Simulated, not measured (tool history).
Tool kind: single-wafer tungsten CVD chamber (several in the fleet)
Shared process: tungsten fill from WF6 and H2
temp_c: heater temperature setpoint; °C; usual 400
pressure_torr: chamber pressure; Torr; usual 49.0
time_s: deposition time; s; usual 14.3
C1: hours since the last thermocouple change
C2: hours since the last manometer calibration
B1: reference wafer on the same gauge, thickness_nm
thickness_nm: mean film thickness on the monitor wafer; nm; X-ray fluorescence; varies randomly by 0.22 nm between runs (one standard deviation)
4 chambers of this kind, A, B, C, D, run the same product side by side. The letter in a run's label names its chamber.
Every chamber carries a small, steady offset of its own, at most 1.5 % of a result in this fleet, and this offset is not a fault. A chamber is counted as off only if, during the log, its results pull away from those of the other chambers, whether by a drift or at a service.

{"run": "1C", "hour": 5.1, "temp_c": 400, "pressure_torr": 49.0, "time_s": 14.3, "C1": 654.7, "C2": 1805.2, "B1": 54.491, "thickness_nm": 52.995}
{"run": "2B", "hour": 12.1, "temp_c": 400, "pressure_torr": 49.0, "time_s": 14.3, "C1": 191.8, "C2": 1173.5, "B1": 54.525, "thickness_nm": 52.24}
{"run": "3A", "hour": 15.9, "temp_c": 400, "pressure_torr": 49.0, "time_s": 14.3, "C1": 1670.0, "C2": 382.6, "B1": 54.539, "thickness_nm": 51.714}
{"run": "4D", "hour": 19.7, "temp_c": 400, "pressure_torr": 49.0, "time_s": 14.3, "C1": 877.2, "C2": 208.2, "B1": 54.464, "thickness_nm": 52.491}
{"run": "5B", "hour": 26.0, "temp_c": 400, "pressure_torr": 49.0, "time_s": 14.3, "C1": 205.7, "C2": 1187.4, "B1": 54.461, "thickness_nm": 51.669}
{"run": "6D", "hour": 31.0, "temp_c": 400, "pressure_torr": 49.0, "time_s": 14.3, "C1": 888.5, "C2": 219.5, "B1": 54.523, "thickness_nm": 52.623}
{"run": "7A", "hour": 38.4, "temp_c": 400, "pressure_torr": 49.0, "time_s": 14.3, "C1": 1692.5, "C2": 405.1, "B1": 54.492, "thickness_nm": 51.759}
{"run": "8C", "hour": 45.7, "temp_c": 400, "pressure_torr": 49.0, "time_s": 14.3, "C1": 695.3, "C2": 1845.8, "B1": 54.524, "thickness_nm": 52.647}
{"run": "9D", "hour": 49.5, "temp_c": 400, "pressure_torr": 49.0, "time_s": 14.3, "C1": 907.0, "C2": 238.0, "B1": 54.521, "thickness_nm": 52.565}
{"run": "10A", "hour": 53.3, "temp_c": 400, "pressure_torr": 49.0, "time_s": 14.3, "C1": 1707.4, "C2": 420.0, "B1": 54.501, "thickness_nm": 51.561}
{"hour": 55.9, "done": "chamber B: capacitance manometer re-zeroed and calibrated"}
{"run": "11C", "hour": 57.9, "temp_c": 400, "pressure_torr": 49.0, "time_s": 14.3, "C1": 707.5, "C2": 1858.0, "B1": 54.534, "thickness_nm": 52.341}
{"hour": 60.4, "done": "chamber A: thermocouple changed; heater temperature recalibrated"}
{"run": "12B", "hour": 64.3, "temp_c": 413, "pressure_torr": 54.4, "time_s": 14.3, "C1": 244.0, "C2": 8.4, "B1": 54.486, "thickness_nm": 68.491}
{"run": "13B", "hour": 71.0, "temp_c": 413, "pressure_torr": 54.4, "time_s": 14.3, "C1": 250.7, "C2": 15.1, "B1": 54.511, "thickness_nm": 68.16}
{"run": "14A", "hour": 77.7, "temp_c": 413, "pressure_torr": 54.4, "time_s": 14.3, "C1": 17.3, "C2": 444.4, "B1": 54.506, "thickness_nm": 67.463}
{"run": "15D", "hour": 86.3, "temp_c": 413, "pressure_torr": 54.4, "time_s": 14.3, "C1": 943.8, "C2": 274.8, "B1": 54.494, "thickness_nm": 69.023}
{"run": "16C", "hour": 93.2, "temp_c": 400, "pressure_torr": 49.0, "time_s": 14.3, "C1": 742.8, "C2": 1893.3, "B1": 54.5, "thickness_nm": 52.549}
{"run": "17D", "hour": 98.2, "temp_c": 400, "pressure_torr": 49.0, "time_s": 14.3, "C1": 955.7, "C2": 286.7, "B1": 54.527, "thickness_nm": 52.709}
{"run": "18C", "hour": 106.4, "temp_c": 400, "pressure_torr": 49.0, "time_s": 14.3, "C1": 756.0, "C2": 1906.5, "B1": 54.506, "thickness_nm": 52.581}
{"run": "19B", "hour": 113.7, "temp_c": 400, "pressure_torr": 49.0, "time_s": 14.3, "C1": 293.4, "C2": 57.8, "B1": 54.463, "thickness_nm": 52.188}
{"run": "20A", "hour": 119.0, "temp_c": 400, "pressure_torr": 49.0, "time_s": 14.3, "C1": 58.6, "C2": 485.7, "B1": 54.488, "thickness_nm": 51.64}
{"run": "21D", "hour": 126.6, "temp_c": 400, "pressure_torr": 49.0, "time_s": 14.3, "C1": 984.1, "C2": 315.1, "B1": 54.504, "thickness_nm": 52.373}
{"run": "22A", "hour": 130.6, "temp_c": 400, "pressure_torr": 49.0, "time_s": 14.3, "C1": 70.2, "C2": 497.3, "B1": 54.488, "thickness_nm": 51.988}
{"run": "23B", "hour": 135.1, "temp_c": 400, "pressure_torr": 49.0, "time_s": 14.3, "C1": 314.8, "C2": 79.2, "B1": 54.532, "thickness_nm": 52.293}
{"run": "24C", "hour": 139.0, "temp_c": 390, "pressure_torr": 45.1, "time_s": 14.3, "C1": 788.6, "C2": 1939.1, "B1": 54.466, "thickness_nm": 42.219}

One chamber off, gauge drift, or nothing amiss beyond the chambers' own small offsets? If it is a chamber, which one, and what is the likeliest cause?

No chamber stands off beyond its own small offset, and the gauge holds steady.
